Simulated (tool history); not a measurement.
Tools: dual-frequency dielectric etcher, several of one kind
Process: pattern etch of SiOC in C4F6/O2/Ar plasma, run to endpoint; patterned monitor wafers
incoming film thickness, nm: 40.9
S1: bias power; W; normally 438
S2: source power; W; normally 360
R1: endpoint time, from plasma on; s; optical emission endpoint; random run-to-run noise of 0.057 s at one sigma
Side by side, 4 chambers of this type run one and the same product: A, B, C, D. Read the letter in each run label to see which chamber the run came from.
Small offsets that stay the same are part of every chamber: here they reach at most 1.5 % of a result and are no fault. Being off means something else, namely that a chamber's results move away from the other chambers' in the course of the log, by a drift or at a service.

run,hour,S1,S2,R1
1D,2.8,438,360,15.140
2B,6.9,438,360,14.859
3A,10.3,438,360,14.976
4C,13.2,438,360,14.998
5A,19.0,438,360,15.042
6D,22.8,438,360,15.308
7C,25.5,438,360,14.978
8B,29.7,438,360,14.879
9D,35.4,438,360,15.111
10C,38.5,438,360,15.038
11B,44.0,438,360,14.911
12A,47.2,438,360,15.004
13B,51.4,438,360,14.868
14C,57.0,438,360,14.952
15A,59.7,438,360,14.967
16D,63.9,438,360,15.168
17D,69.1,438,360,15.237
18C,75.0,438,360,15.028
19A,79.2,438,360,15.032
20B,84.1,438,360,14.869
# hour 85.9: chamber B: wet clean of the chamber
21B,89.0,438,360,14.424
22C,93.1,438,360,15.085
# hour 93.2: chamber A: bias power generator calibrated
23D,96.8,438,360,15.150
24A,101.2,438,360,14.946
25A,106.5,438,360,14.958
26B,111.2,438,360,14.512
27C,116.2,364,360,16.125
28D,121.4,364,360,16.229
29C,124.4,364,360,16.046
30B,129.0,364,360,15.545
31D,131.8,438,360,15.065
32A,135.6,438,360,14.967
33C,139.5,438,360,14.966
34D,143.3,438,360,15.207
35A,146.1,438,360,15.066
36B,150.3,438,360,14.543
37C,156.3,438,440,13.939
38A,160.9,438,440,13.916

Next, every chamber runs the same settings. What will each give?
39A,165.1,438,360,?
39B,165.1,438,360,?
39C,165.1,438,360,?
39D,165.1,438,360,?

run,R1
39A,15.016
39B,14.569
39C,15.086
39D,15.145
